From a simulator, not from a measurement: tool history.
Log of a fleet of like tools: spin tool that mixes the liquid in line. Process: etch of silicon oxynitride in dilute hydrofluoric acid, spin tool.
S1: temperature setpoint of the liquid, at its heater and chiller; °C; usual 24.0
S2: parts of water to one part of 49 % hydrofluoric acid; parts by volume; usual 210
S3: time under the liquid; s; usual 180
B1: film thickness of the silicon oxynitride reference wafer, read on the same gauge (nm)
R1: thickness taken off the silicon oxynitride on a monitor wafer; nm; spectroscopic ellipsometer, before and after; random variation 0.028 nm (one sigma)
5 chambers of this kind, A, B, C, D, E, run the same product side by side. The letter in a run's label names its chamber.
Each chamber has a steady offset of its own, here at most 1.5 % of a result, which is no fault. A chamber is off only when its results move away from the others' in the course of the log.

run   hour    S1   S2   S3      B1      R1
 1D    5.2  24.0  210  180  110.00  3.7671
 2C   12.8  24.0  210  180  109.98  3.7850
 3E   23.7  24.0  210  180  110.06  3.7958
 4A   32.5  24.0  210  180  110.00  3.6914
      33.8  -- chamber E: hydrofluoric acid flow meter replaced
 5B   42.4  24.0  210  180  109.98  3.7466
 6E   53.3  24.0  210  180  109.99  3.7910
 7D   62.0  24.0  210  100  110.00  2.0833
 8C   72.7  24.0  210  100  110.01  2.0637
 9A   78.9  24.0  210  100  109.98  2.0721
10B   86.7  24.0  210  100  110.00  2.0723
11B   95.3  24.0  210  100  110.01  2.0952
12E  102.2  24.0  210  180  110.03  3.7711
     109.6  -- chamber A: thermometer replaced
13C  112.5  24.0  210  180  110.00  3.7381
14A  118.7  24.0  210  180  109.97  3.6973
15D  123.9  24.0  210  180  110.00  3.6794
16A  132.2  24.0  210  180  110.03  3.7100
17D  139.9  24.0  210  180  110.00  3.7348
18E  147.1  26.5  260  180  110.00  3.2596
19C  154.6  26.5  260  180  109.97  3.2313
20B  162.9  26.5  260  180  110.00  3.2946
     168.2  -- chamber D: hydrofluoric acid flow meter replaced
21D  171.8  26.5  260  180  109.99  3.2490
22C  180.6  26.5  260  180  110.04  3.1865
     185.0  -- chamber A: hydrofluoric acid flow meter replaced
23B  191.8  24.0  210  180  110.00  3.7269
24A  200.1  24.0  210  180  109.95  3.6715
25E  205.7  24.0  210  180  109.99  3.7702
26D  213.8  24.0  210  180  110.04  3.7519
27A  223.5  22.0  210  180  109.99  3.4019
28E  231.3  22.0  210  180  109.99  3.4450
29B  241.5  22.0  210  180  109.98  3.4031
30C  248.6  22.0  210  180  109.99  3.2758
31E  257.2  22.0  210  180  110.00  3.4716
32C  262.2  20.0  145  180  110.02  4.4253
33B  271.3  20.0  145  180  109.99  4.6496
34A  279.5  20.0  145  180  109.98  4.7230
35D  287.6  20.0  145  180  109.99  4.7324
36B  297.7  20.0  145  180  109.94  4.6734
37A  305.9  24.0  210  180  110.02  3.7447
38C  310.9  24.0  210  180  109.99  3.4235
39E  316.2  24.0  210  180  109.99  3.7976
40D  326.5  24.0  210  180  110.02  3.7035

Is one chamber off against the others, does the gauge drift, or is nothing wrong? If a chamber is off, say which, and what the likeliest cause is.

Chamber C drifts away from the others.
Cause: liquid colder than its thermometer reads (K) = 1.91.
The log may not tell that from: hydrofluoric acid flow below the setpoint (%).

Here are 4 candidates for chamber C's next run, each the usual settings with a change, their results left as question marks. Which one brings its results back in line with what the others give on the usual settings?
In line means no further than this from the other chambers' mean on the usual settings: R1 0.0960 nm
41C-1  334.7  24.0  215  170       ?
41C-2  334.7  24.0  210  210       ?
41C-3  334.7  24.0  225  165       ?
41C-4  334.7  24.0  205  190       ?

The other chambers' mean on the usual settings: R1 3.7399 nm
  run      R1
41C-1  3.1566
41C-2  4.0047
41C-3  2.9090
41C-4  3.7235
41C-4 brings the chamber back in line.
